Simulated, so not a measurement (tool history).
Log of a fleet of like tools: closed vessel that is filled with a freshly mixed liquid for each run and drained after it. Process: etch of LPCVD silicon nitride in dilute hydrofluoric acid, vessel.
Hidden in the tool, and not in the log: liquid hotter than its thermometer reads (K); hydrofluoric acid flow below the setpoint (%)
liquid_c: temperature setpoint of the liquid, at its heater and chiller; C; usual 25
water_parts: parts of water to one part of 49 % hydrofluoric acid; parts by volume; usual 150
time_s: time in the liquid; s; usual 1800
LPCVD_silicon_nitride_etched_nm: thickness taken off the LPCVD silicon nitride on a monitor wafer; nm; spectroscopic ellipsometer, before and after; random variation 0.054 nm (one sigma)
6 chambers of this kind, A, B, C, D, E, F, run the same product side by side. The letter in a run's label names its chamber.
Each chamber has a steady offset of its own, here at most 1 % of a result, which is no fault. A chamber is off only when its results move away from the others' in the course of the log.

| run | hour | liquid_c | water_parts | time_s | hours since the thermometer was replaced | hours since the hydrofluoric acid flow meter was replaced | read-back film thickness of the LPCVD silicon nitride reference wafer, read on the same gauge (nm) | LPCVD_silicon_nitride_etched_nm |
|---|---|---|---|---|---|---|---|---|
| 1D | 8 | 25 | 150 | 1800 | 1182.6 | 1578.1 | 120 | 6.9419 |
| 2C | 21.3 | 25 | 150 | 1800 | 717.7 | 181.8 | 120 | 6.8678 |
| 3B | 31.2 | 25 | 150 | 1800 | 587.7 | 1495.2 | 120.02 | 6.8586 |
| 4A | 38.1 | 25 | 150 | 1800 | 1145 | 114 | 120.01 | 6.9374 |
| 5E | 48.8 | 25 | 150 | 1800 | 1485.7 | 1572.7 | 120.02 | 6.9232 |
| 6F | 56.4 | 25 | 150 | 1800 | 186.1 | 697.4 | 119.94 | 6.8265 |
| 7B | 67.6 | 25 | 150 | 1800 | 624.1 | 1531.6 | 119.98 | 6.8843 |
| 8D | 74 | 25 | 150 | 1800 | 1248.6 | 1644.1 | 120.02 | 6.9117 |
| 9C | 80.3 | 25 | 150 | 1800 | 776.7 | 240.8 | 119.96 | 6.8497 |
| 10E | 89.2 | 25 | 150 | 1800 | 1526.1 | 1613.1 | 120.01 | 6.8549 |
| 11F | 99 | 25 | 150 | 1800 | 228.7 | 740 | 120 | 7.0609 |
| 12A | 107 | 25 | 150 | 1800 | 1213.9 | 182.9 | 120 | 7.0459 |
| 13D | 116.2 | 25 | 150 | 1800 | 1290.8 | 1686.3 | 120.02 | 6.9894 |
| 14B | 125.9 | 25 | 150 | 1800 | 682.4 | 1589.9 | 119.96 | 6.8152 |
| 15F | 133.8 | 25 | 150 | 1800 | 263.5 | 774.8 | 120.01 | 6.9896 |
| 16C | 145.7 | 25 | 150 | 1800 | 842.1 | 306.2 | 119.96 | 6.856 |
| 17E | 152.5 | 25 | 150 | 1800 | 1589.4 | 1676.4 | 120.01 | 6.785 |
| 18A | 158.7 | 22.5 | 150 | 2260 | 1265.6 | 234.6 | 120.02 | 7.4485 |
| 19E | 171.7 | 22.5 | 150 | 2260 | 1608.6 | 1695.6 | 119.98 | 7.4018 |
| 20B | 181.9 | 22.5 | 150 | 2260 | 738.4 | 1645.9 | 120.03 | 7.4448 |
| 21C | 193.6 | 22.5 | 150 | 2260 | 890 | 354.1 | 120 | 7.2752 |
| 22F | 203.3 | 22.5 | 150 | 2260 | 333 | 844.3 | 120.02 | 7.4216 |
| 23A | 209.3 | 22.5 | 150 | 2260 | 1316.2 | 285.2 | 120.01 | 7.5085 |
| 24D | 216.6 | 25 | 150 | 1800 | 1391.2 | 1786.7 | 120.03 | 6.9179 |
| 25C | 224.3 | 25 | 150 | 1800 | 920.7 | 384.8 | 119.95 | 6.8505 |
|  | 225.5 | chamber C: thermometer replaced |
| 26A | 235.2 | 25 | 150 | 1800 | 1342.1 | 311.1 | 120 | 6.9237 |
| 27E | 247.4 | 25 | 150 | 1800 | 1684.3 | 1771.3 | 119.95 | 6.9919 |
| 28D | 255.8 | 25 | 150 | 1800 | 1430.4 | 1825.9 | 120.01 | 6.907 |
| 29B | 262.8 | 25 | 150 | 1800 | 819.3 | 1726.8 | 120.01 | 7.0532 |
| 30F | 273.9 | 20.5 | 200 | 1800 | 403.6 | 914.9 | 119.98 | 3.8788 |
| 31E | 283.8 | 20.5 | 200 | 1800 | 1720.7 | 1807.7 | 119.97 | 3.8663 |
| 32F | 290.4 | 20.5 | 200 | 1800 | 420.1 | 931.4 | 119.97 | 3.8722 |
| 33A | 303.1 | 20.5 | 200 | 1800 | 1410 | 379 | 119.96 | 3.9824 |
| 34B | 315.9 | 20.5 | 200 | 1800 | 872.4 | 1779.9 | 120.02 | 4.1169 |
| 35D | 322 | 20.5 | 200 | 1800 | 1496.6 | 1892.1 | 119.96 | 3.8978 |
| 36C | 329.5 | 25 | 150 | 1800 | 104 | 490 | 120.05 | 6.8402 |
| 37A | 337.8 | 25 | 150 | 1800 | 1444.7 | 413.7 | 120.02 | 6.9704 |
| 38D | 346.8 | 25 | 150 | 1800 | 1521.4 | 1916.9 | 119.98 | 6.8362 |
| 39E | 359.3 | 25 | 150 | 1800 | 1796.2 | 1883.2 | 120.02 | 6.8746 |
| 40C | 371.4 | 25 | 150 | 1800 | 145.9 | 531.9 | 119.99 | 6.7502 |
| 41F | 380.3 | 25 | 150 | 1800 | 510 | 1021.3 | 119.96 | 6.8989 |
| 42B | 393.1 | 25 | 150 | 1800 | 949.6 | 1857.1 | 119.96 | 7.4448 |
| 43B | 401.7 | 25 | 150 | 1800 | 958.2 | 1865.7 | 119.99 | 7.5768 |

What goes on in this fleet: one chamber off, a drifting gauge, or nothing beyond the chambers' own small offsets? Name the chamber and the cause, if any.

Chamber B drifts away from the others.
Cause: liquid hotter than its thermometer reads (K) = 1.32.
The log may not tell that from: hydrofluoric acid flow above the setpoint (%).

Here are 4 candidates for chamber B's next run, each the usual settings with a change, their results left as question marks. Which one brings its results back in line with what the others give on the usual settings?
In line means no further than this from the other chambers' mean on the usual settings: LPCVD_silicon_nitride_etched_nm 0.19 nm
| 44B-1 | 411.3 | 25 | 145 | 1875 |  |  |  | ? |
| 44B-2 | 411.3 | 25 | 150 | 1650 |  |  |  | ? |
| 44B-3 | 411.3 | 25.5 | 135 | 1800 |  |  |  | ? |
| 44B-4 | 411.3 | 24.5 | 155 | 1680 |  |  |  | ? |

The other chambers' mean on the usual settings: LPCVD_silicon_nitride_etched_nm 6.9084 nm
| run | LPCVD_silicon_nitride_etched_nm |
|---|---|
| 44B-1 | 8.1049 |
| 44B-2 | 6.8916 |
| 44B-3 | 8.6354 |
| 44B-4 | 6.5724 |
44B-2 brings the chamber back in line.
